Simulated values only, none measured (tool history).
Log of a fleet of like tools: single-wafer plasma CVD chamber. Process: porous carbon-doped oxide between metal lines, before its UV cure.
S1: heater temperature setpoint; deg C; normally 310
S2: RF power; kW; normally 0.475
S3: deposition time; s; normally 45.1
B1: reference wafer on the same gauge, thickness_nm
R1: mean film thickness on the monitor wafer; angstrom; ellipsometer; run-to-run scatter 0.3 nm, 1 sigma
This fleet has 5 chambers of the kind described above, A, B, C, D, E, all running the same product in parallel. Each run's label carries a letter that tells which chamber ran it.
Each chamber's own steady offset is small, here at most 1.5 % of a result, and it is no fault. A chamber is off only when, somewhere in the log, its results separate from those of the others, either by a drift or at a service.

run 1B hour=9.7 | S1=310 S2=0.475 S3=45.1 | B1=236.05 | R1=2176.2
run 2D hour=15.9 | S1=310 S2=0.475 S3=45.1 | B1=235.91 | R1=2190.7
run 3C hour=26.2 | S1=310 S2=0.475 S3=45.1 | B1=235.92 | R1=2225.0
-- hour=32.9 chamber D: RF generator calibrated
run 4A hour=34.8 | S1=310 S2=0.475 S3=45.1 | B1=235.82 | R1=2220.6
run 5E hour=42.3 | S1=310 S2=0.475 S3=45.1 | B1=235.81 | R1=2205.6
run 6B hour=47.1 | S1=310 S2=0.475 S3=45.1 | B1=235.77 | R1=2178.8
run 7D hour=55.3 | S1=310 S2=0.475 S3=45.1 | B1=235.74 | R1=2191.1
run 8E hour=62.2 | S1=310 S2=0.475 S3=45.1 | B1=235.69 | R1=2200.1
run 9A hour=68.2 | S1=310 S2=0.475 S3=45.1 | B1=235.69 | R1=2216.8
run 10C hour=73.2 | S1=300 S2=0.510 S3=45.1 | B1=235.69 | R1=2466.9
run 11A hour=83.5 | S1=300 S2=0.510 S3=45.1 | B1=235.67 | R1=2463.6
run 12E hour=90.7 | S1=300 S2=0.510 S3=45.1 | B1=235.58 | R1=2445.0
run 13C hour=97.7 | S1=300 S2=0.510 S3=45.1 | B1=235.58 | R1=2460.9
run 14D hour=107.7 | S1=300 S2=0.510 S3=45.1 | B1=235.53 | R1=2425.3
run 15B hour=116.7 | S1=310 S2=0.475 S3=45.1 | B1=235.38 | R1=2176.7
run 16D hour=123.0 | S1=310 S2=0.475 S3=45.1 | B1=235.41 | R1=2191.1
run 17C hour=132.7 | S1=315 S2=0.475 S3=45.1 | B1=235.50 | R1=2165.7
run 18A hour=141.3 | S1=315 S2=0.475 S3=45.1 | B1=235.36 | R1=2155.0
run 19E hour=146.5 | S1=315 S2=0.475 S3=45.1 | B1=235.34 | R1=2142.7
run 20B hour=152.3 | S1=315 S2=0.475 S3=45.1 | B1=235.36 | R1=2120.8
run 21A hour=162.6 | S1=315 S2=0.475 S3=45.1 | B1=235.31 | R1=2152.7
run 22B hour=169.7 | S1=310 S2=0.475 S3=45.1 | B1=235.21 | R1=2174.8
run 23C hour=178.8 | S1=310 S2=0.475 S3=45.1 | B1=235.31 | R1=2212.8
run 24E hour=188.2 | S1=310 S2=0.475 S3=45.1 | B1=235.19 | R1=2198.9
run 25D hour=195.6 | S1=298 S2=0.405 S3=45.1 | B1=235.20 | R1=2079.6
run 26E hour=201.5 | S1=298 S2=0.405 S3=45.1 | B1=235.21 | R1=2077.2
run 27B hour=208.6 | S1=298 S2=0.405 S3=45.1 | B1=235.06 | R1=2058.7
run 28C hour=214.4 | S1=298 S2=0.405 S3=45.1 | B1=235.03 | R1=2099.9
run 29A hour=220.1 | S1=298 S2=0.405 S3=45.1 | B1=235.07 | R1=2095.8
run 30D hour=226.0 | S1=302 S2=0.475 S3=45.1 | B1=235.11 | R1=2283.4
run 31C hour=235.0 | S1=302 S2=0.475 S3=45.1 | B1=234.94 | R1=2318.7
run 32D hour=244.9 | S1=302 S2=0.475 S3=45.1 | B1=234.87 | R1=2283.0
run 33B hour=255.5 | S1=302 S2=0.475 S3=45.1 | B1=234.84 | R1=2268.0
run 34A hour=263.2 | S1=302 S2=0.475 S3=45.1 | B1=234.81 | R1=2312.1
run 35E hour=269.4 | S1=310 S2=0.475 S3=45.1 | B1=234.84 | R1=2193.9
run 36B hour=277.1 | S1=310 S2=0.475 S3=45.1 | B1=234.83 | R1=2167.7
run 37A hour=287.3 | S1=310 S2=0.475 S3=45.1 | B1=234.67 | R1=2208.5
run 38D hour=294.9 | S1=310 S2=0.475 S3=45.1 | B1=234.68 | R1=2173.9

For the next run the whole fleet of 5 chambers uses the same settings. Give each chamber's results:
run 39A hour=302.5 | S1=319 S2=0.475 S3=45.1 | R1=?
run 39B hour=302.5 | S1=319 S2=0.475 S3=45.1 | R1=?
run 39C hour=302.5 | S1=319 S2=0.475 S3=45.1 | R1=?
run 39D hour=302.5 | S1=319 S2=0.475 S3=45.1 | R1=?
run 39E hour=302.5 | S1=319 S2=0.475 S3=45.1 | R1=?

run=39A R1=2106.5
run=39B R1=2073.6
run=39C R1=2112.1
run=39D R1=2084.3
run=39E R1=2095.9
